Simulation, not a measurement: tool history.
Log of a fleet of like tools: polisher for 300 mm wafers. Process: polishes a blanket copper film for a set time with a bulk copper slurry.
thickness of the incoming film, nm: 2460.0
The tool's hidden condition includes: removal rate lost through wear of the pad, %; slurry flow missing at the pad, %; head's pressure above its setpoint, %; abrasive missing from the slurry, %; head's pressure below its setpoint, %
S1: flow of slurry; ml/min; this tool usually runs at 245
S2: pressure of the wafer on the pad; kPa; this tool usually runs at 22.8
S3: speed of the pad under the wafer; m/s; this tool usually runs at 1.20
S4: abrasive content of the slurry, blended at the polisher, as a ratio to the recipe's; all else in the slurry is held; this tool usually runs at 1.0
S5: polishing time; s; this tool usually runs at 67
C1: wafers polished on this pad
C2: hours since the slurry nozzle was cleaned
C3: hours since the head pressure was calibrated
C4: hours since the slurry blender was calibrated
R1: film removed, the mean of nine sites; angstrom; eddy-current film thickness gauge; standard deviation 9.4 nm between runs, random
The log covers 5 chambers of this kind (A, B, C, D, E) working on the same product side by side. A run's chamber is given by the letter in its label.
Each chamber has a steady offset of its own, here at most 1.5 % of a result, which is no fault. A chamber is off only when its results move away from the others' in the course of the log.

| run | hour | S1 | S2 | S3 | S4 | S5 | C1 | C2 | C3 | C4 | R1 |
|---|---|---|---|---|---|---|---|---|---|---|---|
|  | 0.3 | chamber B: slurry blender recalibrated |
| 1D | 2.2 | 245 | 22.8 | 1.20 | 1.0 | 67 | 674 | 415.9 | 456.3 | 38.5 | 9958.0 |
| 2C | 5.2 | 245 | 22.8 | 1.20 | 1.0 | 67 | 575 | 325.0 | 405.9 | 169.7 | 10409.0 |
| 3A | 7.8 | 245 | 22.8 | 1.20 | 1.0 | 67 | 206 | 523.8 | 51.1 | 165.0 | 10474.0 |
| 4B | 11.5 | 245 | 22.8 | 1.20 | 1.0 | 67 | 861 | 235.3 | 827.4 | 11.3 | 10122.0 |
|  | 13.2 | chamber D: worn pad replaced by a new one |
| 5E | 15.4 | 245 | 22.8 | 1.20 | 1.0 | 52 | 193 | 414.2 | 485.7 | 94.5 | 7881.5 |
| 6C | 17.8 | 245 | 22.8 | 1.20 | 1.0 | 52 | 720 | 337.6 | 418.5 | 182.3 | 7940.6 |
| 7A | 21.4 | 245 | 22.8 | 1.20 | 1.0 | 52 | 363 | 537.4 | 64.7 | 178.6 | 8060.5 |
| 8E | 23.9 | 245 | 22.8 | 1.20 | 1.0 | 52 | 291 | 422.7 | 494.2 | 103.0 | 7806.9 |
|  | 25.9 | chamber B: worn pad replaced by a new one |
| 9B | 27.4 | 245 | 22.8 | 1.20 | 1.0 | 52 | 17 | 251.2 | 843.3 | 27.2 | 7961.9 |
| 10D | 30.7 | 205 | 22.8 | 1.20 | 1.0 | 45 | 202 | 444.4 | 484.8 | 67.0 | 6698.1 |
|  | 32.7 | chamber B: slurry nozzle cleaned |
| 11E | 34.0 | 205 | 22.8 | 1.20 | 1.0 | 45 | 407 | 432.8 | 504.3 | 113.1 | 6694.8 |
| 12C | 36.6 | 205 | 22.8 | 1.20 | 1.0 | 45 | 937 | 356.4 | 437.3 | 201.1 | 6703.9 |
| 13D | 38.8 | 205 | 22.8 | 1.20 | 1.0 | 45 | 295 | 452.5 | 492.9 | 75.1 | 6657.4 |
|  | 40.2 | chamber C: slurry blender recalibrated |
| 14B | 41.2 | 205 | 22.8 | 1.20 | 1.0 | 45 | 176 | 8.5 | 857.1 | 41.0 | 6676.5 |
| 15A | 44.5 | 245 | 22.8 | 1.20 | 1.0 | 67 | 629 | 560.5 | 87.8 | 201.7 | 10409.0 |
| 16A | 48.7 | 245 | 22.8 | 1.20 | 1.0 | 67 | 677 | 564.7 | 92.0 | 205.9 | 10174.0 |
| 17E | 52.6 | 245 | 22.8 | 1.20 | 1.0 | 67 | 622 | 451.4 | 522.9 | 131.7 | 9982.1 |
| 18B | 56.7 | 245 | 22.8 | 1.20 | 1.0 | 67 | 355 | 24.0 | 872.6 | 56.5 | 10389.0 |
|  | 59.3 | chamber E: worn pad replaced by a new one |
| 19C | 59.3 | 245 | 22.8 | 1.20 | 1.0 | 67 | 1198 | 379.1 | 460.0 | 19.2 | 10268.0 |
|  | 60.0 | chamber C: worn pad replaced by a new one |
| 20D | 61.6 | 290 | 16.5 | 1.20 | 1.0 | 67 | 558 | 475.3 | 515.7 | 97.9 | 7448.7 |
| 21C | 65.7 | 290 | 16.5 | 1.20 | 1.0 | 67 | 65 | 385.5 | 466.4 | 25.6 | 7659.0 |
| 22B | 69.6 | 290 | 16.5 | 1.20 | 1.0 | 67 | 503 | 36.9 | 885.5 | 69.4 | 7537.2 |
| 23D | 72.0 | 290 | 16.5 | 1.20 | 1.0 | 67 | 678 | 485.7 | 526.1 | 108.3 | 7299.9 |
| 24A | 75.5 | 290 | 16.5 | 1.20 | 1.0 | 67 | 986 | 591.5 | 118.8 | 232.7 | 7712.8 |
| 25E | 79.1 | 245 | 22.8 | 1.20 | 1.0 | 67 | 228 | 477.9 | 549.4 | 158.2 | 10198.0 |
| 26D | 83.5 | 245 | 22.8 | 1.20 | 1.0 | 67 | 810 | 497.2 | 537.6 | 119.8 | 9647.7 |
|  | 87.9 | chamber D: worn pad replaced by a new one |
| 27A | 88.0 | 245 | 22.8 | 1.20 | 1.0 | 67 | 1130 | 604.0 | 131.3 | 245.2 | 10533.0 |
| 28B | 90.3 | 245 | 22.8 | 1.20 | 1.0 | 67 | 742 | 57.6 | 906.2 | 90.1 | 10276.0 |
| 29E | 94.7 | 245 | 22.8 | 1.20 | 1.0 | 67 | 408 | 493.5 | 565.0 | 173.8 | 10300.0 |
| 30C | 98.3 | 245 | 22.8 | 1.20 | 1.0 | 67 | 441 | 418.1 | 499.0 | 58.2 | 10121.0 |
| 31E | 101.8 | 245 | 22.8 | 1.20 | 1.0 | 67 | 489 | 500.6 | 572.1 | 180.9 | 9982.0 |
| 32A | 105.4 | 245 | 22.8 | 1.20 | 1.0 | 67 | 1331 | 621.4 | 148.7 | 262.6 | 10354.0 |
| 33C | 109.2 | 245 | 22.8 | 1.20 | 1.0 | 67 | 567 | 429.0 | 509.9 | 69.1 | 10270.0 |
|  | 109.4 | chamber B: worn pad replaced by a new one |
| 34D | 113.4 | 245 | 22.8 | 1.20 | 1.0 | 67 | 294 | 527.1 | 567.5 | 149.7 | 9414.2 |
| 35B | 116.5 | 245 | 22.8 | 1.20 | 1.0 | 67 | 82 | 83.8 | 932.4 | 116.3 | 10153.0 |
| 36B | 118.8 | 245 | 22.8 | 1.48 | 1.2 | 67 | 108 | 86.1 | 934.7 | 118.6 | 13250.0 |

The same settings go to every chamber for the next run, one line per chamber below. Forecast the results for each:
| 37A | 122.0 | 245 | 22.8 | 1.20 | 1.0 | 67 |  |  |  |  | ? |
| 37B | 122.0 | 245 | 22.8 | 1.20 | 1.0 | 67 |  |  |  |  | ? |
| 37C | 122.0 | 245 | 22.8 | 1.20 | 1.0 | 67 |  |  |  |  | ? |
| 37D | 122.0 | 245 | 22.8 | 1.20 | 1.0 | 67 |  |  |  |  | ? |
| 37E | 122.0 | 245 | 22.8 | 1.20 | 1.0 | 67 |  |  |  |  | ? |

| run | R1 |
|---|---|
| 37A | 10155.0 |
| 37B | 10284.0 |
| 37C | 10350.0 |
| 37D | 9473.1 |
| 37E | 10041.0 |

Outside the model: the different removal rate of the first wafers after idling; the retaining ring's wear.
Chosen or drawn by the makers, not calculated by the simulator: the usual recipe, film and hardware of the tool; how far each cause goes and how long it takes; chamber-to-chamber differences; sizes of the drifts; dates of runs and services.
